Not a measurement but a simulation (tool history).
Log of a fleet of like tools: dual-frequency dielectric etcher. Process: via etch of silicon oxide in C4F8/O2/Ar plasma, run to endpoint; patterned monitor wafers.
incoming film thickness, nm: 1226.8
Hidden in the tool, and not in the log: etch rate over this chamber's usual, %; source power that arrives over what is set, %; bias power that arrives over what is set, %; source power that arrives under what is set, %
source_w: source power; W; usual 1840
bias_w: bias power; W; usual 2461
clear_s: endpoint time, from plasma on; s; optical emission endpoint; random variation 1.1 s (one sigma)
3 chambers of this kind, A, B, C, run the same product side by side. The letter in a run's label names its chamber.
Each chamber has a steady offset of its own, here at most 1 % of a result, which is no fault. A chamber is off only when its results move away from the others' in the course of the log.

run   hour  source_w  bias_w  hours since the last wet clean  hours since the last source power generator calibration  hours since the last bias power generator calibration  clear_s
 1C    6.2      1840    2461                           296.8                                                   1197.1                                                 2474.7   235.31
      15.2  -- chamber B: wet clean of the chamber
 2A     18      1840    2461                           441.3                                                   1540.1                                                 2136.8   235.93
 3B     26      1840    2461                            10.9                                                   1999.2                                                 1330.1   235.31
      27.7  -- chamber A: wet clean of the chamber
 4A   32.3      1840    2461                             4.7                                                   1554.4                                                 2151.1   232.09
 5C   42.3      1840    2461                           332.9                                                   1233.2                                                 2510.8   236.04
 6B   52.5      2270    2461                            37.4                                                   2025.7                                                 1356.6   217.42
 7C     59      2270    2461                           349.6                                                   1249.9                                                 2527.5   216.21
 8A   69.6      2270    2461                              42                                                   1591.7                                                 2188.4   215.41
 9B   77.9      1620    2213                            62.8                                                   2051.1                                                   1382   254.22
10C   86.9      1620    2213                           377.5                                                   1277.8                                                 2555.4    253.3
11B   98.8      1620    2213                            83.7                                                     2072                                                 1402.9   256.26
12A  108.7      1620    2461                            81.1                                                   1630.8                                                 2227.5   245.56
13C  120.6      1620    2461                           411.2                                                   1311.5                                                 2589.1   247.87
14B  128.4      1620    2461                           113.3                                                   2101.6                                                 1432.5   248.98
15A    140      1840    2461                           112.4                                                   1662.1                                                 2258.8   233.81
16A  149.4      1840    2461                           121.8                                                   1671.5                                                 2268.2   232.96
17B  156.3      2220    1973                           141.2                                                   2129.5                                                 1460.4   233.71
     163.6  -- chamber C: wet clean of the chamber
18C  166.2      2220    1973                             2.6                                                   1357.1                                                 2634.7    231.7
19B  176.8      2220    1973                           161.7                                                     2150                                                 1480.9   233.28
20C  186.7      1840    2461                            23.1                                                   1377.6                                                 2655.2   235.94
21A  198.2      1840    2461                           170.6                                                   1720.3                                                   2317   231.04
22A  209.7      1840    2461                           182.1                                                   1731.8                                                 2328.5   233.66
23C  220.8      1840    2461                            57.2                                                   1411.7                                                 2689.3   236.82
24B  230.9      1840    2461                           215.8                                                   2204.1                                                   1535   235.68
25C  237.7      1840    2461                            74.1                                                   1428.6                                                 2706.2   236.62
26A  243.2      1840    2461                           215.6                                                   1765.3                                                   2362   234.31
27B  253.5      1840    2461                           238.4                                                   2226.7                                                 1557.6   236.67
28B  265.6      1840    2461                           250.5                                                   2238.8                                                 1569.7   236.85
29C  277.1      1840    2461                           113.5                                                     1468                                                 2745.6   236.86
30A  286.7      1840    2461                           259.1                                                   1808.8                                                 2405.5   233.53
31B  292.3      1840    2461                           277.2                                                   2265.5                                                 1596.4   234.85
32A  303.9      1460    2877                           276.3                                                     1826                                                 2422.7   242.09
33C  313.8      1460    2877                           150.2                                                   1504.7                                                 2782.3   246.43
34A  322.2      1460    2877                           294.6                                                   1844.3                                                   2441   242.63
35B  330.9      1840    2461                           315.8                                                   2304.1                                                   1635   235.68

All 3 chambers run these settings next. Forecast each chamber's results:
36A  339.6      1550    2461                                                                                                                                                        ?
36B  339.6      1550    2461                                                                                                                                                        ?
36C  339.6      1550    2461                                                                                                                                                        ?

run  clear_s
36A   248.86
36B   254.14
36C   251.86

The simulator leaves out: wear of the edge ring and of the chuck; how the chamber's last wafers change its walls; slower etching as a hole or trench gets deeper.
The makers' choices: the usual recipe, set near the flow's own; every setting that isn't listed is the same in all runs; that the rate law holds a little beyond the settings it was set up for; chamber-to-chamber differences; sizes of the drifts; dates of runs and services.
